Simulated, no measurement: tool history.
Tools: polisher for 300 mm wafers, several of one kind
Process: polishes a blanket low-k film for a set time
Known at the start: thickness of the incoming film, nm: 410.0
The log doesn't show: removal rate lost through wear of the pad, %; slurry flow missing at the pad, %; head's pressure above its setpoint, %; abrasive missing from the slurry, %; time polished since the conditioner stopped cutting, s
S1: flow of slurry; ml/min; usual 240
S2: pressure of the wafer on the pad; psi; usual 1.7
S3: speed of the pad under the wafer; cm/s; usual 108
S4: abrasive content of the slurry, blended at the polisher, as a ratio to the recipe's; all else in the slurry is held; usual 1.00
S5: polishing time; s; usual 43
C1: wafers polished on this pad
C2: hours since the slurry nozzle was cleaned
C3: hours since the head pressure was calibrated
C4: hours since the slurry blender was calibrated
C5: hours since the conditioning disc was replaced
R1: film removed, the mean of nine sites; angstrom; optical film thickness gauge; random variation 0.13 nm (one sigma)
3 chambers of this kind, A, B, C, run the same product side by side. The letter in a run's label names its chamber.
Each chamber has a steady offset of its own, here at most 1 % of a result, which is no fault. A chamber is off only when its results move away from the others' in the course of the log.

-- day=0.038 chamber B: worn pad replaced by a new one
-- day=0.158 chamber A: worn pad replaced by a new one
-- day=0.221 chamber C: worn pad replaced by a new one
run 1B day=0.579 | S1=240 S2=1.7 S3=108 S4=1.00 S5=43 | C1=183 C2=266.9 C3=346.7 C4=36.0 C5=390.0 | R1=168.52
run 2A day=1.088 | S1=240 S2=1.7 S3=108 S4=1.00 S5=43 | C1=314 C2=400.6 C3=329.8 C4=245.7 C5=323.6 | R1=170.76
run 3C day=1.462 | S1=240 S2=1.7 S3=108 S4=1.00 S5=43 | C1=420 C2=90.4 C3=1129.4 C4=365.6 C5=283.2 | R1=166.55
-- day=1.533 chamber A: head pressure recalibrated
run 4A day=1.912 | S1=240 S2=1.7 S3=108 S4=1.00 S5=43 | C1=593 C2=420.4 C3=9.1 C4=265.5 C5=343.4 | R1=168.88
run 5C day=2.400 | S1=240 S2=1.7 S3=108 S4=1.00 S5=43 | C1=737 C2=112.9 C3=1151.9 C4=388.1 C5=305.7 | R1=167.11
-- day=2.558 chamber A: slurry nozzle cleaned
-- day=2.558 chamber C: slurry blender recalibrated
run 6B day=2.825 | S1=240 S2=1.7 S3=108 S4=1.00 S5=43 | C1=943 C2=320.8 C3=400.6 C4=89.9 C5=443.9 | R1=171.30
-- day=2.921 chamber B: conditioning disc replaced and pad reconditioned
-- day=3.279 chamber A: worn pad replaced by a new one
-- day=3.417 chamber B: worn pad replaced by a new one
run 7A day=3.488 | S1=240 S2=1.7 S3=108 S4=1.00 S5=43 | C1=71 C2=22.3 C3=46.9 C4=303.3 C5=381.2 | R1=166.85
-- day=3.708 chamber C: worn pad replaced by a new one
run 8B day=4.075 | S1=240 S2=1.7 S3=108 S4=1.00 S5=43 | C1=222 C2=350.8 C3=430.6 C4=119.9 C5=27.7 | R1=170.24
run 9C day=4.762 | S1=240 S2=1.7 S3=108 S4=1.00 S5=43 | C1=357 C2=169.6 C3=1208.6 C4=52.9 C5=362.4 | R1=166.52
-- day=4.808 chamber C: conditioning disc replaced and pad reconditioned
run 10B day=5.125 | S1=240 S2=1.7 S3=108 S4=1.00 S5=43 | C1=577 C2=376.0 C3=455.8 C4=145.1 C5=52.9 | R1=171.62
run 11C day=5.779 | S1=240 S2=1.7 S3=108 S4=1.20 S5=43 | C1=701 C2=194.0 C3=1233.0 C4=77.3 C5=23.4 | R1=181.62
-- day=6.188 chamber B: worn pad replaced by a new one
-- day=6.250 chamber A: worn pad replaced by a new one
run 12A day=6.262 | S1=240 S2=1.7 S3=108 S4=1.20 S5=43 | C1=4 C2=88.9 C3=113.5 C4=369.9 C5=447.8 | R1=180.54
-- day=6.596 chamber C: worn pad replaced by a new one
run 13B day=6.875 | S1=240 S2=1.7 S3=108 S4=1.20 S5=43 | C1=232 C2=418.0 C3=497.8 C4=187.1 C5=94.9 | R1=182.74
-- day=7.075 chamber B: head pressure recalibrated
run 14A day=7.367 | S1=240 S2=1.7 S3=108 S4=1.00 S5=43 | C1=378 C2=115.4 C3=140.0 C4=396.4 C5=474.3 | R1=163.89
run 15C day=7.700 | S1=240 S2=1.7 S3=108 S4=1.00 S5=43 | C1=374 C2=240.1 C3=1279.1 C4=123.4 C5=69.5 | R1=165.74
run 16C day=8.250 | S1=240 S2=1.7 S3=108 S4=1.00 S5=43 | C1=560 C2=253.3 C3=1292.3 C4=136.6 C5=82.7 | R1=168.32
run 17A day=8.554 | S1=240 S2=1.7 S3=108 S4=1.00 S5=43 | C1=779 C2=143.9 C3=168.5 C4=424.9 C5=502.8 | R1=164.61
run 18B day=8.862 | S1=240 S2=1.7 S3=108 S4=1.00 S5=43 | C1=904 C2=465.7 C3=42.9 C4=234.8 C5=142.6 | R1=168.15
-- day=9.346 chamber B: worn pad replaced by a new one
run 19A day=9.525 | S1=265 S2=1.7 S3=108 S4=1.00 S5=43 | C1=1108 C2=167.2 C3=191.8 C4=448.2 C5=526.1 | R1=163.73
-- day=9.762 chamber A: worn pad replaced by a new one
-- day=9.808 chamber C: worn pad replaced by a new one
-- day=9.833 chamber B: slurry blender recalibrated
run 20B day=9.942 | S1=265 S2=1.7 S3=108 S4=1.00 S5=43 | C1=202 C2=491.6 C3=68.8 C4=2.6 C5=168.5 | R1=170.88
-- day=10.088 chamber B: slurry nozzle cleaned
run 21C day=10.267 | S1=265 S2=1.7 S3=108 S4=1.00 S5=43 | C1=155 C2=301.7 C3=1340.7 C4=185.0 C5=131.1 | R1=170.50
run 22C day=10.838 | S1=240 S2=1.7 S3=108 S4=1.00 S5=43 | C1=348 C2=315.4 C3=1354.4 C4=198.7 C5=144.8 | R1=168.24
run 23B day=11.217 | S1=240 S2=1.7 S3=108 S4=1.00 S5=43 | C1=634 C2=27.1 C3=99.4 C4=33.2 C5=199.1 | R1=168.69
run 24A day=11.554 | S1=240 S2=1.7 S3=108 S4=1.00 S5=43 | C1=606 C2=215.9 C3=240.5 C4=496.9 C5=574.8 | R1=158.98
run 25B day=11.996 | S1=210 S2=1.7 S3=108 S4=0.85 S5=43 | C1=897 C2=45.8 C3=118.1 C4=51.9 C5=217.8 | R1=154.41
run 26A day=12.417 | S1=210 S2=1.7 S3=108 S4=0.85 S5=43 | C1=898 C2=236.6 C3=261.2 C4=517.6 C5=595.5 | R1=145.78
-- day=12.571 chamber A: worn pad replaced by a new one
-- day=12.662 chamber B: worn pad replaced by a new one
-- day=12.700 chamber C: worn pad replaced by a new one
run 27C day=12.883 | S1=210 S2=1.7 S3=108 S4=0.85 S5=43 | C1=62 C2=364.5 C3=1403.5 C4=247.8 C5=193.9 | R1=153.05
-- day=13.025 chamber C: head pressure recalibrated
-- day=13.075 chamber A: conditioning disc replaced and pad reconditioned
run 28C day=13.275 | S1=320 S2=1.5 S3=108 S4=1.00 S5=43 | C1=194 C2=373.9 C3=6.0 C4=257.2 C5=203.3 | R1=152.74
run 29B day=13.792 | S1=320 S2=1.5 S3=108 S4=1.00 S5=43 | C1=382 C2=88.9 C3=161.2 C4=95.0 C5=260.9 | R1=151.90
run 30A day=14.346 | S1=320 S2=1.5 S3=108 S4=1.00 S5=43 | C1=601 C2=282.9 C3=307.5 C4=563.9 C5=30.5 | R1=143.10
run 31A day=14.817 | S1=240 S2=1.7 S3=108 S4=1.00 S5=43 | C1=760 C2=294.2 C3=318.8 C4=575.2 C5=41.8 | R1=159.60
-- day=15.354 chamber C: slurry nozzle cleaned
run 32C day=15.454 | S1=240 S2=1.7 S3=108 S4=1.00 S5=43 | C1=931 C2=2.5 C3=58.3 C4=309.5 C5=255.6 | R1=168.83

Is one chamber off against the others, does the gauge drift, or is nothing wrong? If a chamber is off, say which, and what the likeliest cause is.

Chamber A drifts away from the others.
Cause: abrasive missing from the slurry, % = 13.3.
The log may not tell that from: head's pressure below its setpoint, %.

Here are 4 candidates for chamber A's next run, each the usual settings with a change, their results left as question marks. Which one brings its results back in line with what the others give on the usual settings?
In line means no further than this from the other chambers' mean on the usual settings: R1 4.40 angstrom
run 33A-1 day=15.950 | S1=240 S2=1.6 S3=108 S4=1.00 S5=43 | R1=?
run 33A-2 day=15.950 | S1=240 S2=1.8 S3=108 S4=1.00 S5=43 | R1=?
run 33A-3 day=15.950 | S1=240 S2=1.7 S3=108 S4=1.00 S5=44 | R1=?
run 33A-4 day=15.950 | S1=200 S2=1.7 S3=108 S4=1.00 S5=43 | R1=?

The other chambers' mean on the usual settings: R1 168.77 angstrom
run=33A-1 R1=148.33
run=33A-2 R1=167.04
run=33A-3 R1=161.35
run=33A-4 R1=154.20
33A-2 brings the chamber back in line.

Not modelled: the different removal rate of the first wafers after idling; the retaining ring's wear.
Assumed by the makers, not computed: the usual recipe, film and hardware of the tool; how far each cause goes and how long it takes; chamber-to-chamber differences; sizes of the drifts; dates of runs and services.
